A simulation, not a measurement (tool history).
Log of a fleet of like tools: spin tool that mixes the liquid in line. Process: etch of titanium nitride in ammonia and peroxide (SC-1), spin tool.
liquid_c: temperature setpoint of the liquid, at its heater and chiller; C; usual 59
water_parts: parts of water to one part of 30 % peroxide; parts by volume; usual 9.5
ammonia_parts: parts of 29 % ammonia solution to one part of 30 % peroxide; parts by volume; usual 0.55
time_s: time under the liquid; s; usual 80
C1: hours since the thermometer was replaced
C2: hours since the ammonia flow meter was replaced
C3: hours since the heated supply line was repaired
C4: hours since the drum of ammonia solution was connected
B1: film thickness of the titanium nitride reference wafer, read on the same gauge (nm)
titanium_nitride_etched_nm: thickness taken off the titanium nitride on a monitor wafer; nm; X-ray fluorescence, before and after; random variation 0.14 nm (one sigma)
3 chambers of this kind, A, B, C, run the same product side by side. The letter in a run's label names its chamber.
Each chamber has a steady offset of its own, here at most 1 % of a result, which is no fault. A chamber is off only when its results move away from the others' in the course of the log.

run 1A hour=5.1 | liquid_c=59 water_parts=9.5 ammonia_parts=0.55 time_s=80 | C1=39.2 C2=151.9 C3=528.2 C4=946.1 | B1=120.01 | titanium_nitride_etched_nm=17.1120
run 2B hour=7.7 | liquid_c=59 water_parts=9.5 ammonia_parts=0.55 time_s=80 | C1=1285.3 C2=644.1 C3=1088.8 C4=415.4 | B1=120.00 | titanium_nitride_etched_nm=17.3820
run 3C hour=12.9 | liquid_c=59 water_parts=9.5 ammonia_parts=0.55 time_s=80 | C1=424.7 C2=36.9 C3=1288.6 C4=255.4 | B1=120.03 | titanium_nitride_etched_nm=17.2650
run 4C hour=16.5 | liquid_c=59 water_parts=9.5 ammonia_parts=0.55 time_s=80 | C1=428.3 C2=40.5 C3=1292.2 C4=259.0 | B1=120.00 | titanium_nitride_etched_nm=17.4720
run 5A hour=19.8 | liquid_c=59 water_parts=9.5 ammonia_parts=0.55 time_s=80 | C1=53.9 C2=166.6 C3=542.9 C4=960.8 | B1=119.97 | titanium_nitride_etched_nm=17.1680
run 6B hour=24.9 | liquid_c=59 water_parts=9.5 ammonia_parts=0.55 time_s=80 | C1=1302.5 C2=661.3 C3=1106.0 C4=432.6 | B1=119.99 | titanium_nitride_etched_nm=17.3840
run 7A hour=27.8 | liquid_c=59 water_parts=9.5 ammonia_parts=0.55 time_s=80 | C1=61.9 C2=174.6 C3=550.9 C4=968.8 | B1=120.05 | titanium_nitride_etched_nm=17.2360
run 8B hour=33.4 | liquid_c=59 water_parts=9.5 ammonia_parts=0.55 time_s=80 | C1=1311.0 C2=669.8 C3=1114.5 C4=441.1 | B1=120.00 | titanium_nitride_etched_nm=17.2450
run 9C hour=36.7 | liquid_c=59 water_parts=13.5 ammonia_parts=0.55 time_s=80 | C1=448.5 C2=60.7 C3=1312.4 C4=279.2 | B1=120.00 | titanium_nitride_etched_nm=14.1130
-- hour=39.7 chamber B: ammonia flow meter replaced
run 10B hour=41.0 | liquid_c=59 water_parts=13.5 ammonia_parts=0.55 time_s=80 | C1=1318.6 C2=1.3 C3=1122.1 C4=448.7 | B1=119.96 | titanium_nitride_etched_nm=14.3220
run 11C hour=45.4 | liquid_c=59 water_parts=13.5 ammonia_parts=0.55 time_s=80 | C1=457.2 C2=69.4 C3=1321.1 C4=287.9 | B1=120.04 | titanium_nitride_etched_nm=14.2900
run 12A hour=50.8 | liquid_c=59 water_parts=9.5 ammonia_parts=0.55 time_s=80 | C1=84.9 C2=197.6 C3=573.9 C4=991.8 | B1=119.98 | titanium_nitride_etched_nm=17.2640
run 13C hour=55.5 | liquid_c=59 water_parts=9.5 ammonia_parts=0.55 time_s=80 | C1=467.3 C2=79.5 C3=1331.2 C4=298.0 | B1=120.05 | titanium_nitride_etched_nm=17.1260
run 14A hour=59.9 | liquid_c=59 water_parts=9.5 ammonia_parts=0.55 time_s=80 | C1=94.0 C2=206.7 C3=583.0 C4=1000.9 | B1=120.00 | titanium_nitride_etched_nm=16.8820
run 15B hour=63.5 | liquid_c=59 water_parts=9.5 ammonia_parts=0.55 time_s=80 | C1=1341.1 C2=23.8 C3=1144.6 C4=471.2 | B1=119.98 | titanium_nitride_etched_nm=17.1050
run 16B hour=68.7 | liquid_c=59 water_parts=9.5 ammonia_parts=0.55 time_s=80 | C1=1346.3 C2=29.0 C3=1149.8 C4=476.4 | B1=120.00 | titanium_nitride_etched_nm=17.1830
-- hour=70.1 chamber C: new drum of ammonia solution connected
run 17A hour=73.3 | liquid_c=59 water_parts=9.5 ammonia_parts=0.55 time_s=80 | C1=107.4 C2=220.1 C3=596.4 C4=1014.3 | B1=120.06 | titanium_nitride_etched_nm=17.2850
run 18C hour=77.6 | liquid_c=59 water_parts=9.5 ammonia_parts=0.55 time_s=80 | C1=489.4 C2=101.6 C3=1353.3 C4=7.6 | B1=119.96 | titanium_nitride_etched_nm=17.1740
-- hour=80.9 chamber A: new drum of ammonia solution connected
run 19C hour=83.0 | liquid_c=59 water_parts=9.5 ammonia_parts=0.55 time_s=80 | C1=494.8 C2=107.0 C3=1358.7 C4=13.0 | B1=120.00 | titanium_nitride_etched_nm=17.1740
run 20B hour=88.5 | liquid_c=59 water_parts=9.5 ammonia_parts=0.55 time_s=80 | C1=1366.1 C2=48.8 C3=1169.6 C4=496.2 | B1=119.99 | titanium_nitride_etched_nm=16.8590
run 21A hour=93.5 | liquid_c=59 water_parts=9.5 ammonia_parts=0.55 time_s=80 | C1=127.6 C2=240.3 C3=616.6 C4=12.7 | B1=120.02 | titanium_nitride_etched_nm=17.1410
run 22A hour=96.8 | liquid_c=59 water_parts=9.5 ammonia_parts=0.55 time_s=80 | C1=130.9 C2=243.6 C3=619.9 C4=16.0 | B1=120.03 | titanium_nitride_etched_nm=17.0050
run 23B hour=99.9 | liquid_c=59 water_parts=9.5 ammonia_parts=0.55 time_s=80 | C1=1377.5 C2=60.2 C3=1181.0 C4=507.6 | B1=120.00 | titanium_nitride_etched_nm=16.8340
run 24C hour=102.9 | liquid_c=59 water_parts=7.0 ammonia_parts=0.25 time_s=80 | C1=514.7 C2=126.9 C3=1378.6 C4=32.9 | B1=120.00 | titanium_nitride_etched_nm=17.2660
run 25B hour=108.1 | liquid_c=59 water_parts=7.0 ammonia_parts=0.25 time_s=80 | C1=1385.7 C2=68.4 C3=1189.2 C4=515.8 | B1=119.98 | titanium_nitride_etched_nm=16.9680
run 26C hour=111.8 | liquid_c=59 water_parts=7.0 ammonia_parts=0.25 time_s=80 | C1=523.6 C2=135.8 C3=1387.5 C4=41.8 | B1=119.97 | titanium_nitride_etched_nm=17.6380
run 27A hour=117.1 | liquid_c=59 water_parts=9.5 ammonia_parts=0.55 time_s=80 | C1=151.2 C2=263.9 C3=640.2 C4=36.3 | B1=119.99 | titanium_nitride_etched_nm=17.1270
run 28A hour=121.8 | liquid_c=59 water_parts=9.5 ammonia_parts=0.55 time_s=80 | C1=155.9 C2=268.6 C3=644.9 C4=41.0 | B1=120.05 | titanium_nitride_etched_nm=17.2890
run 29C hour=126.1 | liquid_c=59 water_parts=9.5 ammonia_parts=0.55 time_s=80 | C1=537.9 C2=150.1 C3=1401.8 C4=56.1 | B1=119.97 | titanium_nitride_etched_nm=17.2730
run 30B hour=130.1 | liquid_c=59 water_parts=9.5 ammonia_parts=0.55 time_s=80 | C1=1407.7 C2=90.4 C3=1211.2 C4=537.8 | B1=120.03 | titanium_nitride_etched_nm=16.4900
run 31A hour=133.0 | liquid_c=59 water_parts=9.5 ammonia_parts=0.55 time_s=80 | C1=167.1 C2=279.8 C3=656.1 C4=52.2 | B1=119.98 | titanium_nitride_etched_nm=17.5910
run 32C hour=137.9 | liquid_c=59 water_parts=9.5 ammonia_parts=0.55 time_s=80 | C1=549.7 C2=161.9 C3=1413.6 C4=67.9 | B1=120.01 | titanium_nitride_etched_nm=17.0720
run 33B hour=142.8 | liquid_c=59 water_parts=9.5 ammonia_parts=0.55 time_s=80 | C1=1420.4 C2=103.1 C3=1223.9 C4=550.5 | B1=120.01 | titanium_nitride_etched_nm=16.7050
run 34A hour=147.7 | liquid_c=59 water_parts=9.5 ammonia_parts=0.55 time_s=80 | C1=181.8 C2=294.5 C3=670.8 C4=66.9 | B1=120.01 | titanium_nitride_etched_nm=17.3410
run 35C hour=151.7 | liquid_c=53 water_parts=9.5 ammonia_parts=0.55 time_s=50 | C1=563.5 C2=175.7 C3=1427.4 C4=81.7 | B1=120.00 | titanium_nitride_etched_nm=7.2518
run 36B hour=155.0 | liquid_c=53 water_parts=9.5 ammonia_parts=0.55 time_s=50 | C1=1432.6 C2=115.3 C3=1236.1 C4=562.7 | B1=120.01 | titanium_nitride_etched_nm=6.7920
run 37C hour=160.5 | liquid_c=53 water_parts=9.5 ammonia_parts=0.55 time_s=50 | C1=572.3 C2=184.5 C3=1436.2 C4=90.5 | B1=120.03 | titanium_nitride_etched_nm=7.1731
run 38A hour=165.4 | liquid_c=59 water_parts=9.5 ammonia_parts=0.55 time_s=80 | C1=199.5 C2=312.2 C3=688.5 C4=84.6 | B1=120.07 | titanium_nitride_etched_nm=17.3000
run 39B hour=170.9 | liquid_c=59 water_parts=9.5 ammonia_parts=0.55 time_s=80 | C1=1448.5 C2=131.2 C3=1252.0 C4=578.6 | B1=120.01 | titanium_nitride_etched_nm=16.2610
run 40B hour=175.0 | liquid_c=59 water_parts=9.5 ammonia_parts=0.55 time_s=80 | C1=1452.6 C2=135.3 C3=1256.1 C4=582.7 | B1=120.00 | titanium_nitride_etched_nm=16.1620
run 41A hour=179.5 | liquid_c=59 water_parts=9.5 ammonia_parts=0.55 time_s=80 | C1=213.6 C2=326.3 C3=702.6 C4=98.7 | B1=120.01 | titanium_nitride_etched_nm=17.3320
run 42C hour=184.1 | liquid_c=59 water_parts=9.5 ammonia_parts=0.80 time_s=80 | C1=595.9 C2=208.1 C3=1459.8 C4=114.1 | B1=119.97 | titanium_nitride_etched_nm=18.0610
run 43A hour=189.1 | liquid_c=59 water_parts=9.5 ammonia_parts=0.80 time_s=80 | C1=223.2 C2=335.9 C3=712.2 C4=108.3 | B1=120.00 | titanium_nitride_etched_nm=18.3870

Next, every chamber runs the same settings. What will each give?
run 44A hour=193.2 | liquid_c=59 water_parts=9.5 ammonia_parts=0.55 time_s=105 | titanium_nitride_etched_nm=?
run 44B hour=193.2 | liquid_c=59 water_parts=9.5 ammonia_parts=0.55 time_s=105 | titanium_nitride_etched_nm=?
run 44C hour=193.2 | liquid_c=59 water_parts=9.5 ammonia_parts=0.55 time_s=105 | titanium_nitride_etched_nm=?

run=44A titanium_nitride_etched_nm=22.5190
run=44B titanium_nitride_etched_nm=21.0170
run=44C titanium_nitride_etched_nm=22.5310

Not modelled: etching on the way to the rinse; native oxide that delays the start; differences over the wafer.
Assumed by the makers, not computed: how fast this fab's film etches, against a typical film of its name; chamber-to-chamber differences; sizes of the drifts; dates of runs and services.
